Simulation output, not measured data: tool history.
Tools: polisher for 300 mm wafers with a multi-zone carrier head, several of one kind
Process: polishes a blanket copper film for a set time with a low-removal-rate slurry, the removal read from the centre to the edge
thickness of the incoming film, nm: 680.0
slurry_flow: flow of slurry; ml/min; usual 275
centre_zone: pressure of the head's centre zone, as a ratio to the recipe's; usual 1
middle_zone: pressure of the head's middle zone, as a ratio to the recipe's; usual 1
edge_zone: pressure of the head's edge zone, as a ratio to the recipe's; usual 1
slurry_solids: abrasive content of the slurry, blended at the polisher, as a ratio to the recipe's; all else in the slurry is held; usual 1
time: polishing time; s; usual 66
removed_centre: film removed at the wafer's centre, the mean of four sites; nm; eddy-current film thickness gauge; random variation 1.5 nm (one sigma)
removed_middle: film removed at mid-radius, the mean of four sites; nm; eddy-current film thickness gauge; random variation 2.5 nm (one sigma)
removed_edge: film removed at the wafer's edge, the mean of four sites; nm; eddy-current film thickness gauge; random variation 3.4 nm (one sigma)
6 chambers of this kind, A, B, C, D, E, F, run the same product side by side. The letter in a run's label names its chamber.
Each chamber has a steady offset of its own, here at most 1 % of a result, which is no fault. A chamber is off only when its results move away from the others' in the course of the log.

run	hour	slurry_flow	centre_zone	middle_zone	edge_zone	slurry_solids	time	removed_centre	removed_middle	removed_edge
# hour 1.3: chamber D: worn pad replaced by a new one
1B	13.3	275	1	1	1	1	66	245.4	247.01	247.14
# hour 14.4: chamber B: worn pad replaced by a new one
# hour 23.2: chamber F: slurry nozzle cleaned
2F	28.1	275	1	1	1	1	66	245.43	249.61	250.68
# hour 31.1: chamber B: edge zone pressure recalibrated
3E	37.8	275	1	1	1	1	66	246.71	242.68	244.33
4C	51.5	275	1	1	1	1	66	242.02	242.63	245.96
5D	58.3	275	1	1	1	1	66	248.61	242.64	247.93
# hour 61.6: chamber A: worn pad replaced by a new one
6A	72.2	275	1	0.89	1	1	66	244.04	219.26	246.27
# hour 72.9: chamber F: worn pad replaced by a new one
7A	84.5	275	1	0.89	1	1	66	245.21	221.27	239.92
# hour 85.6: chamber E: worn pad replaced by a new one
8C	99.3	275	1	0.89	1	1	66	245.44	217.48	247.01
# hour 102.7: chamber B: worn pad replaced by a new one
# hour 104.8: chamber D: worn pad replaced by a new one
9F	106	275	1	0.89	1	1	66	243.71	222.31	247.57
10D	114	275	1	0.89	1	1	66	246.84	220.68	247.96
# hour 117.3: chamber C: worn pad replaced by a new one
11B	122.5	275	1	0.89	1	1	66	244.53	218.34	249.86
12E	133.6	275	1	1	1	1	66	244.33	249.35	245.3
# hour 143.8: chamber F: worn pad replaced by a new one
13B	146.4	275	1	1	1	1	66	243.26	243.86	244.89
14C	154	275	1	1	1	1	66	243.84	245.71	247.94
# hour 160.3: chamber E: edge zone pressure recalibrated
15A	169.3	275	1	1	1	1	66	248.72	249.04	247.79
# hour 169.7: chamber E: worn pad replaced by a new one
# hour 173.7: chamber B: worn pad replaced by a new one
# hour 176.2: chamber A: worn pad replaced by a new one
16F	176.8	275	1	1	1	1	66	246.6	243.59	249.71
# hour 184.8: chamber E: slurry nozzle cleaned
17E	186.4	275	1	1	1	1	66	246.86	249.01	245.7
18D	201.1	275	1	1	1	1	66	246.72	240.25	243.54
# hour 214.4: chamber C: slurry nozzle cleaned
19E	215.6	275	1	1	1	0.7	66	228.69	225.63	223.32
20A	229.1	275	1	1	1	0.7	66	236.21	226.13	227.63
# hour 234.1: chamber F: worn pad replaced by a new one
# hour 235.7: chamber D: worn pad replaced by a new one
21F	236.5	275	1	1	1	0.7	66	225.38	231.76	228.27
# hour 237.8: chamber C: worn pad replaced by a new one
# hour 244: chamber F: edge zone pressure recalibrated
22B	246	275	1	1	1	0.7	66	229.61	230.01	228.65
# hour 253.5: chamber E: worn pad replaced by a new one
23C	261.1	275	1	1	1	0.7	66	228.11	231.52	229.62
# hour 266.4: chamber B: worn pad replaced by a new one
24D	274.1	275	1	1	1	0.7	66	229.99	223.21	224.12
# hour 277.9: chamber A: worn pad replaced by a new one
25B	282.6	275	1	1	1.07	1	66	245.61	247.46	255.9
26F	289.3	275	1	1	1.07	1	66	245.6	249.94	255.53
# hour 292.3: chamber D: centre zone pressure recalibrated
27E	302.6	275	1	1	1.07	1	66	246.41	241.2	259.12
# hour 305.4: chamber A: slurry nozzle cleaned
28D	313.3	275	1	1	1.07	1	66	249.77	244.79	255.22
# hour 316: chamber F: worn pad replaced by a new one
29A	321.7	275	1	1	1.07	1	66	260.6	245.35	255.29
30C	329.7	275	1	1	1.07	1	66	243.24	241.22	259.68
# hour 336.2: chamber E: worn pad replaced by a new one
31A	339.3	275	1	1	1	1	66	256.84	245.54	248.98
32E	348.4	275	1	1	1	1	66	245.11	248.27	249.31
# hour 352.5: chamber B: worn pad replaced by a new one
# hour 356.7: chamber D: slurry nozzle cleaned
33B	361.7	275	1	1	1	1	66	241.08	248.24	247.67
# hour 366.2: chamber D: worn pad replaced by a new one
34D	372.3	275	1	1	1	1	66	247.25	242.43	249.46
# hour 373.9: chamber C: worn pad replaced by a new one
35C	384.4	275	1	1	1	1	66	244.54	248.58	254.29
# hour 388.9: chamber F: worn pad replaced by a new one
36F	399.2	275	1	1	1	1	66	240.6	245.38	249.26

What goes on in this fleet: one chamber off, a drifting gauge, or nothing beyond the chambers' own small offsets? Name the chamber and the cause, if any.

Chamber A drifts away from the others.
Cause: centre zone's pressure above its setpoint, % = 5.73.

Here are 4 candidates for chamber A's next run, each the usual settings with a change, their results left as question marks. Which one brings its results back in line with what the others give on the usual settings?
In line means no further than this from the other chambers' mean on the usual settings: removed_centre 5.3 nm; removed_middle 8.6 nm; removed_edge 12 nm
37A-1	410.3	280	1.06	0.99	0.98	1	66	?	?	?
37A-2	410.3	270	0.95	1	1.02	1	65	?	?	?
37A-3	410.3	275	0.98	1	1.01	1	66	?	?	?
37A-4	410.3	275	1.02	1	0.99	1	66	?	?	?

The other chambers' mean on the usual settings: removed_centre 245.2 nm; removed_middle 245.96 nm; removed_edge 246.82 nm
run	removed_centre	removed_middle	removed_edge
37A-1	280.48	245.93	241.97
37A-2	243.8	243.62	242.64
37A-3	256.77	247.81	245.46
37A-4	268.34	247.76	242.88
37A-2 brings the chamber back in line.
